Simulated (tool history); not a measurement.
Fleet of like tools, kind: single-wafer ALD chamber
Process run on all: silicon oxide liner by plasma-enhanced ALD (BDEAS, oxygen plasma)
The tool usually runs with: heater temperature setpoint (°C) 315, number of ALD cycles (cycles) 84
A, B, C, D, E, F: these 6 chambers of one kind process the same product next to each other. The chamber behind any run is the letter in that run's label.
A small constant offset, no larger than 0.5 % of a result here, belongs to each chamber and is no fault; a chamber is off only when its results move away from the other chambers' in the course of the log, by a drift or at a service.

run   hour  heater temperature setpoint (°C)  number of ALD cycles (cycles)  hours since the last thermocouple change  read-back reference wafer on the same gauge, thickness_nm  mean film thickness on the monitor wafer (nm)
 1E    3.4                               315                             84                                    1252.3                                                     7.9432                                         7.6261
 2D    8.3                               315                             84                                    2288.3                                                     7.9518                                         7.6709
 3A   13.7                               315                             84                                     161.9                                                     7.9489                                         7.6717
 4F   17.4                               315                             84                                      47.1                                                     7.9545                                         7.6496
 5C   20.7                               315                             84                                     833.3                                                     7.9427                                          7.664
 6B   24.6                               315                             84                                     851.1                                                     7.9485                                         7.6421
 7D   29.6                               315                             84                                    2309.6                                                     7.9499                                         7.7228
 8C   35.1                               315                             84                                     847.7                                                     7.9528                                         7.6674
 9B   37.8                               315                             84                                     864.3                                                     7.9558                                         7.6793
10A   43.7                               315                             84                                     191.9                                                     7.9486                                         7.6143
11E   47.2                               315                             84                                    1296.1                                                      7.951                                          7.637
12F   52.1                               315                             84                                      81.8                                                     7.9584                                         7.6351
13D   58.1                               315                             84                                    2338.1                                                     7.9416                                         7.7315
14B   62.7                               315                             84                                     889.2                                                     7.9489                                         7.5904
15A   67.5                               315                             84                                     215.7                                                     7.9526                                         7.7082
      69.7  -- chamber C: thermocouple changed; heater temperature recalibrated
16F   73.4                               315                             84                                     103.1                                                     7.9496                                         7.6458
      77.6  -- chamber E: thermocouple changed; heater temperature recalibrated
17E   78.3                               315                             84                                       0.7                                                     7.9567                                         7.6684
18C     82                               315                             84                                      12.3                                                     7.9536                                         7.6471
19C   85.2                               315                             84                                      15.5                                                     7.9498                                          7.686
20D   89.4                               315                             84                                    2369.4                                                     7.9512                                         7.7065
21E   92.9                               315                             84                                      15.3                                                      7.949                                         7.6484
22A     96                               315                             84                                     244.2                                                     7.9565                                         7.6834
23B   99.9                               315                             84                                     926.4                                                     7.9494                                         7.5593
24F  105.2                               315                             84                                     134.9                                                     7.9455                                         7.5783
25C  108.7                               327                             84                                        39                                                     7.9605                                         7.5494
26A  113.6                               327                             84                                     261.8                                                     7.9505                                         7.5503
27D  119.1                               327                             84                                    2399.1                                                     7.9456                                         7.5683
28F  122.5                               327                             84                                     152.2                                                      7.953                                         7.4413
29E  128.4                               327                             84                                      50.8                                                     7.9595                                          7.444
30B  133.9                               327                             84                                     960.4                                                     7.9562                                         7.4752
31A  136.6                               315                             84                                     284.8                                                     7.9442                                          7.676
32B  139.1                               315                             84                                     965.6                                                     7.9534                                         7.6741
33C    145                               315                             84                                      75.3                                                     7.9545                                          7.684
34D  148.3                               302                             96                                    2428.3                                                     7.9562                                         8.9428
35E  153.1                               302                             96                                      75.5                                                     7.9476                                          8.915
36F    158                               302                             96                                     187.7                                                     7.9462                                         8.8865
37A  163.2                               302                             96                                     311.4                                                     7.9519                                          8.875
38C  165.9                               302                             96                                      96.2                                                     7.9577                                         8.8969
39F  171.1                               302                             96                                     200.8                                                     7.9531                                         8.9106
40E  176.2                               315                             84                                      98.6                                                      7.953                                         7.6206
41D  181.9                               315                             84                                    2461.9                                                     7.9485                                         7.6848
42B  187.1                               304                             96                                    1013.6                                                     7.9472                                         8.8562
43C  192.6                               304                             96                                     122.9                                                     7.9524                                         8.8778

Is one chamber off against the others, does the gauge drift, or is nothing wrong? If a chamber is off, say which, and what the likeliest cause is.

Nothing is wrong: each chamber keeps only its own small, steady offset and the gauge holds still.
